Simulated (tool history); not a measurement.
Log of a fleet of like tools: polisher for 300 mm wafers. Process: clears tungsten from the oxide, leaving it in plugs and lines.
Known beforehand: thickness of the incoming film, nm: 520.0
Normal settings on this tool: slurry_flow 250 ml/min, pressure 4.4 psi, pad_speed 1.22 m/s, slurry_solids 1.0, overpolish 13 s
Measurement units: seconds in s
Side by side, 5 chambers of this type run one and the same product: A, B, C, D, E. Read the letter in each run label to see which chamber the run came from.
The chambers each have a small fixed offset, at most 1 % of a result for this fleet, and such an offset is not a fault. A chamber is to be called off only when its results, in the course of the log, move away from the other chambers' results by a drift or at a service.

run 1D hour=6.4 | slurry_flow=250 pressure=4.4 pad_speed=1.22 slurry_solids=1.0 overpolish=13 | seconds=82.105
-- hour=7.6 chamber E: slurry nozzle cleaned
-- hour=10.5 chamber C: worn pad replaced by a new one
run 2B hour=12.3 | slurry_flow=250 pressure=4.4 pad_speed=1.22 slurry_solids=1.0 overpolish=13 | seconds=84.368
run 3E hour=20.3 | slurry_flow=250 pressure=4.4 pad_speed=1.22 slurry_solids=1.0 overpolish=13 | seconds=79.755
run 4A hour=27.1 | slurry_flow=250 pressure=4.4 pad_speed=1.22 slurry_solids=1.0 overpolish=13 | seconds=82.833
run 5C hour=31.3 | slurry_flow=250 pressure=4.4 pad_speed=1.22 slurry_solids=1.0 overpolish=13 | seconds=82.591
-- hour=32.5 chamber C: slurry tank refilled with fresh slurry and peroxide
-- hour=37.2 chamber A: worn pad replaced by a new one
run 6D hour=39.1 | slurry_flow=250 pressure=4.4 pad_speed=1.22 slurry_solids=1.0 overpolish=13 | seconds=82.868
-- hour=39.4 chamber B: worn pad replaced by a new one
run 7E hour=46.7 | slurry_flow=250 pressure=4.4 pad_speed=1.22 slurry_solids=1.0 overpolish=13 | seconds=82.977
-- hour=50.2 chamber D: slurry tank refilled with fresh slurry and peroxide
-- hour=52.8 chamber A: head pressure recalibrated
run 8C hour=54.3 | slurry_flow=250 pressure=4.4 pad_speed=1.22 slurry_solids=1.0 overpolish=13 | seconds=84.841
run 9A hour=58.5 | slurry_flow=250 pressure=4.4 pad_speed=1.22 slurry_solids=1.0 overpolish=13 | seconds=82.288
-- hour=58.6 chamber D: worn pad replaced by a new one
run 10B hour=62.0 | slurry_flow=250 pressure=4.4 pad_speed=1.22 slurry_solids=1.0 overpolish=13 | seconds=84.192
run 11B hour=68.8 | slurry_flow=250 pressure=4.4 pad_speed=1.22 slurry_solids=1.0 overpolish=13 | seconds=83.857
-- hour=72.2 chamber A: slurry tank refilled with fresh slurry and peroxide
run 12D hour=72.3 | slurry_flow=250 pressure=4.4 pad_speed=1.22 slurry_solids=1.0 overpolish=13 | seconds=82.521
run 13C hour=75.8 | slurry_flow=250 pressure=4.4 pad_speed=1.22 slurry_solids=1.0 overpolish=13 | seconds=83.939
run 14A hour=81.9 | slurry_flow=250 pressure=4.4 pad_speed=1.22 slurry_solids=1.0 overpolish=13 | seconds=83.199
run 15E hour=88.5 | slurry_flow=250 pressure=4.4 pad_speed=1.22 slurry_solids=1.0 overpolish=6 | seconds=84.870
-- hour=91.0 chamber B: slurry tank refilled with fresh slurry and peroxide
run 16A hour=93.3 | slurry_flow=250 pressure=4.4 pad_speed=1.22 slurry_solids=1.0 overpolish=6 | seconds=82.321
run 17B hour=97.0 | slurry_flow=250 pressure=4.4 pad_speed=1.22 slurry_solids=1.0 overpolish=6 | seconds=81.360
-- hour=97.2 chamber B: worn pad replaced by a new one
-- hour=99.5 chamber E: worn pad replaced by a new one
-- hour=100.9 chamber C: slurry tank refilled with fresh slurry and peroxide
run 18C hour=102.1 | slurry_flow=250 pressure=4.4 pad_speed=1.22 slurry_solids=1.0 overpolish=6 | seconds=82.936
-- hour=104.2 chamber D: slurry blender recalibrated
run 19E hour=109.5 | slurry_flow=250 pressure=4.4 pad_speed=1.22 slurry_solids=1.0 overpolish=6 | seconds=82.746
run 20D hour=114.5 | slurry_flow=250 pressure=4.4 pad_speed=1.22 slurry_solids=1.0 overpolish=13 | seconds=82.468
-- hour=119.2 chamber A: worn pad replaced by a new one
-- hour=120.8 chamber C: worn pad replaced by a new one
run 21A hour=121.6 | slurry_flow=250 pressure=4.4 pad_speed=1.22 slurry_solids=1.0 overpolish=13 | seconds=80.904
-- hour=124.3 chamber D: slurry tank refilled with fresh slurry and peroxide
run 22B hour=127.6 | slurry_flow=250 pressure=5.2 pad_speed=1.22 slurry_solids=1.0 overpolish=13 | seconds=67.694
run 23E hour=133.3 | slurry_flow=250 pressure=5.2 pad_speed=1.22 slurry_solids=1.0 overpolish=13 | seconds=69.928
-- hour=135.4 chamber E: slurry blender recalibrated
run 24C hour=139.2 | slurry_flow=250 pressure=5.2 pad_speed=1.22 slurry_solids=1.0 overpolish=13 | seconds=68.713
-- hour=139.7 chamber E: slurry tank refilled with fresh slurry and peroxide
-- hour=144.7 chamber B: worn pad replaced by a new one
run 25D hour=146.0 | slurry_flow=250 pressure=5.2 pad_speed=1.22 slurry_solids=1.0 overpolish=13 | seconds=70.170
run 26D hour=151.0 | slurry_flow=250 pressure=5.2 pad_speed=1.22 slurry_solids=1.0 overpolish=13 | seconds=70.118
run 27B hour=155.1 | slurry_flow=250 pressure=4.4 pad_speed=1.22 slurry_solids=1.0 overpolish=13 | seconds=84.698
run 28A hour=158.6 | slurry_flow=250 pressure=4.4 pad_speed=1.22 slurry_solids=1.0 overpolish=13 | seconds=82.927
run 29C hour=166.3 | slurry_flow=250 pressure=4.4 pad_speed=1.22 slurry_solids=1.0 overpolish=13 | seconds=84.852
-- hour=169.1 chamber B: slurry nozzle cleaned
run 30E hour=173.3 | slurry_flow=250 pressure=4.4 pad_speed=1.22 slurry_solids=1.0 overpolish=13 | seconds=83.478
-- hour=174.9 chamber D: worn pad replaced by a new one
run 31B hour=179.7 | slurry_flow=250 pressure=4.4 pad_speed=1.22 slurry_solids=1.0 overpolish=13 | seconds=82.365
-- hour=181.3 chamber C: slurry tank refilled with fresh slurry and peroxide
run 32C hour=183.2 | slurry_flow=250 pressure=4.4 pad_speed=1.22 slurry_solids=0.8 overpolish=13 | seconds=90.352
-- hour=183.9 chamber A: slurry tank refilled with fresh slurry and peroxide
run 33D hour=188.4 | slurry_flow=250 pressure=4.4 pad_speed=1.22 slurry_solids=0.8 overpolish=13 | seconds=89.025
-- hour=189.8 chamber C: slurry blender recalibrated
-- hour=194.9 chamber A: worn pad replaced by a new one
-- hour=195.7 chamber D: slurry tank refilled with fresh slurry and peroxide
-- hour=196.2 chamber B: worn pad replaced by a new one
run 34A hour=196.3 | slurry_flow=250 pressure=4.4 pad_speed=1.22 slurry_solids=0.8 overpolish=13 | seconds=86.999
run 35E hour=202.4 | slurry_flow=250 pressure=4.4 pad_speed=1.22 slurry_solids=0.8 overpolish=13 | seconds=86.337
-- hour=203.1 chamber B: head pressure recalibrated
run 36C hour=206.3 | slurry_flow=250 pressure=4.4 pad_speed=1.22 slurry_solids=0.8 overpolish=13 | seconds=90.097
run 37B hour=212.0 | slurry_flow=250 pressure=4.4 pad_speed=1.22 slurry_solids=1.0 overpolish=13 | seconds=80.384
-- hour=214.3 chamber E: worn pad replaced by a new one
run 38A hour=216.9 | slurry_flow=250 pressure=4.4 pad_speed=1.22 slurry_solids=1.0 overpolish=13 | seconds=81.437
-- hour=219.3 chamber B: slurry tank refilled with fresh slurry and peroxide
-- hour=220.5 chamber B: slurry blender recalibrated
run 39D hour=222.7 | slurry_flow=250 pressure=4.4 pad_speed=1.22 slurry_solids=1.0 overpolish=13 | seconds=83.745
run 40E hour=228.4 | slurry_flow=250 pressure=4.4 pad_speed=1.22 slurry_solids=1.0 overpolish=13 | seconds=83.925
run 41B hour=236.1 | slurry_flow=250 pressure=4.4 pad_speed=1.22 slurry_solids=1.0 overpolish=13 | seconds=83.024
-- hour=237.0 chamber C: worn pad replaced by a new one
run 42E hour=243.0 | slurry_flow=250 pressure=4.4 pad_speed=1.22 slurry_solids=1.0 overpolish=5 | seconds=81.260
run 43C hour=247.4 | slurry_flow=250 pressure=4.4 pad_speed=1.22 slurry_solids=1.0 overpolish=5 | seconds=82.625
run 44D hour=252.4 | slurry_flow=250 pressure=4.4 pad_speed=1.22 slurry_solids=1.0 overpolish=5 | seconds=82.060

The same settings go to every chamber for the next run, one line per chamber below. Forecast the results for each:
run 45A hour=258.1 | slurry_flow=250 pressure=4.4 pad_speed=1.22 slurry_solids=1.0 overpolish=13 | seconds=?
run 45B hour=258.1 | slurry_flow=250 pressure=4.4 pad_speed=1.22 slurry_solids=1.0 overpolish=13 | seconds=?
run 45C hour=258.1 | slurry_flow=250 pressure=4.4 pad_speed=1.22 slurry_solids=1.0 overpolish=13 | seconds=?
run 45D hour=258.1 | slurry_flow=250 pressure=4.4 pad_speed=1.22 slurry_solids=1.0 overpolish=13 | seconds=?
run 45E hour=258.1 | slurry_flow=250 pressure=4.4 pad_speed=1.22 slurry_solids=1.0 overpolish=13 | seconds=?

run=45A seconds=84.683
run=45B seconds=80.459
run=45C seconds=83.946
run=45D seconds=83.878
run=45E seconds=86.355
